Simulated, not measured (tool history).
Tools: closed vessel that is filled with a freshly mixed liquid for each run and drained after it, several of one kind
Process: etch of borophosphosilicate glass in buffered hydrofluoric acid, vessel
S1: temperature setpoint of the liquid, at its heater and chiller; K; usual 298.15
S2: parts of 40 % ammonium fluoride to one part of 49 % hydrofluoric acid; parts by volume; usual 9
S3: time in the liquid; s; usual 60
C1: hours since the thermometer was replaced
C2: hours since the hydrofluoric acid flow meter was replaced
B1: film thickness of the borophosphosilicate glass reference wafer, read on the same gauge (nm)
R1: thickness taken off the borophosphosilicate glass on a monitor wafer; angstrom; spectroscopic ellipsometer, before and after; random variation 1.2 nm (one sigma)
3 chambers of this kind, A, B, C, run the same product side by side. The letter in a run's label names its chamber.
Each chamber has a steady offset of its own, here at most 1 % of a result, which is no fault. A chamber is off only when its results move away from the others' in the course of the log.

run,hour,S1,S2,S3,C1,C2,B1,R1
1A,5,298.15,9,60,749,540.7,49.99,2372.2
2C,14.9,298.15,9,60,503,880,49.985,2382
3B,20.4,298.15,9,60,166.9,671,49.97,2394
4C,27,298.15,9,60,515.1,892.1,49.999,2366.9
5B,32,298.15,9,60,178.5,682.6,50.001,2369.5
6A,38.9,298.15,9,60,782.9,574.6,50.01,2378.2
7C,48.8,298.15,9,60,536.9,913.9,49.984,2378.5
8B,57.9,298.15,9,60,204.4,708.5,49.983,2377.6
9A,68.6,298.15,9,60,812.6,604.3,49.994,2379.7
10A,75.3,298.15,9,60,819.3,611,49.976,2394
11B,86.7,298.15,9,60,233.2,737.3,50.024,2393.6
12C,95.7,298.15,9,60,583.8,960.8,50.007,2360.8
13B,106.4,298.15,9,60,252.9,757,49.996,2355.8
14A,116.4,298.15,9,60,860.4,652.1,49.986,2376.9
15C,121.5,298.15,9,60,609.6,986.6,49.987,2391.8
16B,132.1,298.15,9,60,278.6,782.7,50.006,2375.4
17C,139.3,298.15,9,60,627.4,1004.4,50.004,2353
18A,148.2,298.15,9,60,892.2,683.9,50.013,2376.3
19C,156.4,298.15,6,95,644.5,1021.5,49.985,5567.1
20B,164.9,298.15,6,95,311.4,815.5,49.993,5651.6
21A,171.5,298.15,6,95,915.5,707.2,50.015,5645.8
22B,177,298.15,9,60,323.5,827.6,50.013,2386.4
23A,185.5,298.15,9,60,929.5,721.2,49.952,2373
24C,196.2,298.15,9,60,684.3,1061.3,50.001,2348
25B,203.1,298.15,9,60,349.6,853.7,49.992,2376
26A,209.8,298.15,9,60,953.8,745.5,49.989,2372.6
27C,217.8,298.15,9,60,705.9,1082.9,50.016,2376.6
28C,228.3,298.15,9,60,716.4,1093.4,50.015,2349.6
29A,238.1,298.15,9,60,982.1,773.8,50.011,2396.4
30B,244.8,298.15,9,60,391.3,895.4,49.999,2376.6
31B,250.6,298.15,9,60,397.1,901.2,50.004,2398.3
32A,259.7,298.15,9,60,1003.7,795.4,49.966,2395.7
33C,267.3,302.15,9,60,755.4,1132.4,49.964,2930.8
34A,277.4,302.15,9,60,1021.4,813.1,50.025,2941.8
# hour 279.3: chamber A: thermometer replaced
35B,288,302.15,9,60,434.5,938.6,49.975,2920.8
36C,295.6,298.15,9,60,783.7,1160.7,50.01,2357.3
37A,301.3,298.15,9,75,22,837,49.987,2986.9
38B,306.3,298.15,9,75,452.8,956.9,50,2961.3
39C,313.1,298.15,9,75,801.2,1178.2,50.013,2958.2
40A,323.1,298.15,9,45,43.8,858.8,49.986,1787.9

All 3 chambers run these settings next. Forecast each chamber's results:
41A,331.3,298.15,9,60,,,,?
41B,331.3,298.15,9,60,,,,?
41C,331.3,298.15,9,60,,,,?

run,R1
41A,2382.8
41B,2367.3
41C,2374
